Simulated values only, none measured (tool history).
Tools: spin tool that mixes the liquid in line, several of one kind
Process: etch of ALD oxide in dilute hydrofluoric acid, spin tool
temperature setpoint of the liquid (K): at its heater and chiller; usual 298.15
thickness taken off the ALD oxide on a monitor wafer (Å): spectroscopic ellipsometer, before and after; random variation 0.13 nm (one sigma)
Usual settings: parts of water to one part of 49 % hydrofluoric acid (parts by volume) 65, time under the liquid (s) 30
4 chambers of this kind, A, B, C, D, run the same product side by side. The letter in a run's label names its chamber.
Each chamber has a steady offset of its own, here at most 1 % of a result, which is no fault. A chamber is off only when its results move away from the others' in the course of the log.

run	day	temperature setpoint of the liquid (K)	parts of water to one part of 49 % hydrofluoric acid (parts by volume)	time under the liquid (s)	hours since the thermometer was replaced	hours since the hydrofluoric acid flow meter was replaced	read-back film thickness of the ALD oxide reference wafer, read on the same gauge (nm)	thickness taken off the ALD oxide on a monitor wafer (Å)
1C	0.175	298.15	65	30	1106.3	383.3	110	160.69
2A	0.258	298.15	65	30	395.7	1851.1	109.98	159.2
3B	0.35	298.15	65	30	715.8	14.1	110	161.96
4D	0.492	298.15	65	30	1023.5	142.4	109.99	163.86
5C	0.596	294.15	65	45	1116.4	393.4	109.99	207.88
6B	0.708	294.15	65	45	724.4	22.7	109.97	209.09
7A	0.871	294.15	65	45	410.4	1865.8	110	205.16
8D	1.042	294.15	65	45	1036.7	155.6	109.99	203.18
9C	1.225	298.15	65	30	1131.5	408.5	110.01	163.76
10A	1.333	298.15	65	30	421.5	1876.9	109.98	159.21
11B	1.5	298.15	65	30	743.4	41.7	109.99	160.18
12D	1.633	298.15	65	30	1050.9	169.8	109.99	161.7
13C	1.767	298.15	50	30	1144.5	421.5	110.03	211.26
14A	1.921	298.15	50	30	435.6	1891	110	214.23
15B	2.1	298.15	50	30	757.8	56.1	110.01	218
16D	2.267	298.15	50	30	1066.1	185	110.02	213.26
17C	2.433	298.15	65	30	1160.5	437.5	110	155.25
18D	2.621	298.15	65	30	1074.6	193.5	110.04	160.31
19B	2.8	298.15	65	30	774.6	72.9	110.03	164.49
20A	2.975	298.15	65	30	460.9	1916.3	109.99	158.85
21D	3.104	299.65	65	30	1086.2	205.1	110.02	170.73
22C	3.221	299.65	65	30	1179.4	456.4	110.01	163.05
23A	3.4	299.65	65	30	471.1	1926.5	109.99	170.1
24B	3.508	299.65	65	30	791.6	89.9	109.99	173.08
25D	3.612	298.15	65	30	1098.4	217.3	110	162.04
26C	3.721	298.15	65	30	1191.4	468.4	110.02	150.92
27B	3.908	298.15	65	30	801.2	99.5	109.99	161.44
28A	4.008	298.15	65	30	485.7	1941.1	110.01	161.67
29A	4.175	298.15	65	30	489.7	1945.1	110.01	161.09
30B	4.288	298.15	65	30	810.3	108.6	110.01	163.7
31C	4.388	298.15	65	30	1207.4	484.4	109.99	145.95
32D	4.483	302.15	50	30	1119.3	238.2	110.02	253.19

What goes on in this fleet: one chamber off, a drifting gauge, or nothing beyond the chambers' own small offsets? Name the chamber and the cause, if any.

Chamber C drifts away from the others.
Cause: hydrofluoric acid flow below the setpoint (%) = 8.78.
The log may not tell that from: liquid colder than its thermometer reads (K).

Here are 4 candidates for chamber C's next run, each the usual settings with a change, their results left as question marks. Which one brings its results back in line with what the others give on the usual settings?
In line means no further than this from the other chambers' mean on the usual settings: thickness taken off the ALD oxide on a monitor wafer (Å) 4.5
33C-1	4.621	297.15	65	30				?
33C-2	4.621	295.65	65	30				?
33C-3	4.621	298.15	60	30				?
33C-4	4.621	299.15	65	30				?

The other chambers' mean on the usual settings: thickness taken off the ALD oxide on a monitor wafer (Å) 162.07
run	thickness taken off the ALD oxide on a monitor wafer (Å)
33C-1	140.87
33C-2	132.41
33C-3	160.41
33C-4	152.84
33C-3 brings the chamber back in line.
